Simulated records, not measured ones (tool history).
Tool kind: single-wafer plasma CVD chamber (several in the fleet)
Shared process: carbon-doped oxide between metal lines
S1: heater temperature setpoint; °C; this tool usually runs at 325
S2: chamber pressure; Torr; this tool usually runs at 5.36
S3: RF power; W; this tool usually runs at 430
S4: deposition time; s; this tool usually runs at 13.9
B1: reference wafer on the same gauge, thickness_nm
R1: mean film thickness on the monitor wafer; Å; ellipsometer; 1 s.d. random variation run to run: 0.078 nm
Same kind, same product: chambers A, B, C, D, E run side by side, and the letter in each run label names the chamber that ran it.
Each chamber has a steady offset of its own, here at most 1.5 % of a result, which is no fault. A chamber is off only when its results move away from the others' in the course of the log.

| run | hour | S1 | S2 | S3 | S4 | B1 | R1 |
|---|---|---|---|---|---|---|---|
| 1A | 10.6 | 325 | 5.36 | 430 | 13.9 | 76.473 | 711.16 |
| 2B | 19.2 | 325 | 5.36 | 430 | 13.9 | 76.482 | 719.23 |
| 3E | 32.7 | 325 | 5.36 | 430 | 13.9 | 76.460 | 708.75 |
| 4C | 46.1 | 325 | 5.36 | 430 | 13.9 | 76.477 | 708.23 |
| 5D | 54.6 | 325 | 5.36 | 430 | 13.9 | 76.448 | 706.56 |
| 6B | 62.0 | 325 | 5.36 | 430 | 13.9 | 76.448 | 718.38 |
| 7D | 74.3 | 325 | 5.36 | 430 | 13.9 | 76.439 | 703.14 |
| 8C | 80.9 | 325 | 5.36 | 430 | 13.9 | 76.433 | 709.01 |
| 9A | 90.6 | 325 | 5.36 | 430 | 13.9 | 76.430 | 711.45 |
| 10E | 96.5 | 325 | 5.36 | 430 | 13.9 | 76.434 | 707.39 |
| 11D | 102.6 | 325 | 5.36 | 430 | 13.9 | 76.409 | 703.84 |
| 12C | 110.8 | 325 | 5.36 | 430 | 13.9 | 76.397 | 708.23 |
| 13A | 118.7 | 325 | 5.36 | 430 | 13.9 | 76.376 | 710.05 |
| 14B | 129.5 | 325 | 5.36 | 430 | 13.9 | 76.391 | 716.29 |
| 15E | 138.3 | 325 | 5.36 | 430 | 13.9 | 76.386 | 705.97 |
| 16C | 151.2 | 325 | 5.36 | 430 | 13.9 | 76.339 | 709.86 |
| 17B | 161.0 | 325 | 5.36 | 430 | 13.9 | 76.354 | 716.39 |
| 18E | 169.5 | 325 | 5.36 | 430 | 13.9 | 76.347 | 705.65 |
| 19A | 178.5 | 325 | 5.36 | 430 | 13.9 | 76.343 | 708.23 |
| 20D | 189.7 | 325 | 6.37 | 430 | 13.9 | 76.360 | 717.27 |
|  | 194.8 | chamber E: capacitance manometer re-zeroed and calibrated |
| 21C | 198.2 | 325 | 6.37 | 430 | 13.9 | 76.338 | 721.31 |
| 22D | 207.3 | 325 | 6.37 | 430 | 13.9 | 76.332 | 717.49 |
|  | 218.3 | chamber A: capacitance manometer re-zeroed and calibrated |
| 23A | 220.5 | 325 | 6.37 | 430 | 13.9 | 76.296 | 725.59 |
| 24B | 234.1 | 325 | 6.37 | 430 | 13.9 | 76.280 | 730.15 |
|  | 242.9 | chamber B: RF generator calibrated |
|  | 245.5 | chamber E: RF generator calibrated |
| 25E | 247.0 | 325 | 5.36 | 430 | 13.9 | 76.285 | 704.17 |
| 26E | 255.8 | 325 | 5.36 | 430 | 13.9 | 76.269 | 703.87 |
| 27B | 265.8 | 325 | 5.36 | 430 | 13.9 | 76.267 | 716.72 |
|  | 268.0 | chamber B: thermocouple changed; heater temperature recalibrated |
|  | 273.7 | chamber D: capacitance manometer re-zeroed and calibrated |
| 28A | 276.3 | 325 | 5.36 | 430 | 13.9 | 76.247 | 710.22 |
| 29C | 286.2 | 325 | 5.36 | 430 | 13.9 | 76.248 | 707.61 |
|  | 288.3 | chamber C: thermocouple changed; heater temperature recalibrated |
| 30D | 295.3 | 325 | 5.36 | 430 | 12.1 | 76.260 | 614.09 |
| 31E | 302.1 | 325 | 5.36 | 430 | 12.1 | 76.213 | 614.90 |
| 32A | 308.6 | 325 | 5.36 | 430 | 12.1 | 76.213 | 618.77 |
| 33C | 315.5 | 325 | 5.36 | 430 | 12.1 | 76.236 | 617.88 |
| 34B | 326.8 | 325 | 5.36 | 430 | 12.1 | 76.212 | 626.22 |
| 35D | 339.7 | 325 | 5.36 | 430 | 13.9 | 76.201 | 702.91 |
| 36B | 346.1 | 325 | 5.36 | 430 | 13.9 | 76.218 | 715.78 |
| 37E | 359.1 | 325 | 5.36 | 430 | 13.9 | 76.205 | 704.28 |
| 38C | 368.6 | 325 | 5.36 | 430 | 13.9 | 76.162 | 708.69 |
| 39A | 379.5 | 325 | 5.36 | 430 | 15.1 | 76.149 | 769.37 |
| 40D | 390.1 | 325 | 5.36 | 430 | 15.1 | 76.166 | 761.28 |

Predict what each chamber gives when all 5 of them run the settings below next.
| 41A | 399.9 | 325 | 5.36 | 430 | 13.9 |  | ? |
| 41B | 399.9 | 325 | 5.36 | 430 | 13.9 |  | ? |
| 41C | 399.9 | 325 | 5.36 | 430 | 13.9 |  | ? |
| 41D | 399.9 | 325 | 5.36 | 430 | 13.9 |  | ? |
| 41E | 399.9 | 325 | 5.36 | 430 | 13.9 |  | ? |

| run | R1 |
|---|---|
| 41A | 709.32 |
| 41B | 715.52 |
| 41C | 706.06 |
| 41D | 701.54 |
| 41E | 703.49 |
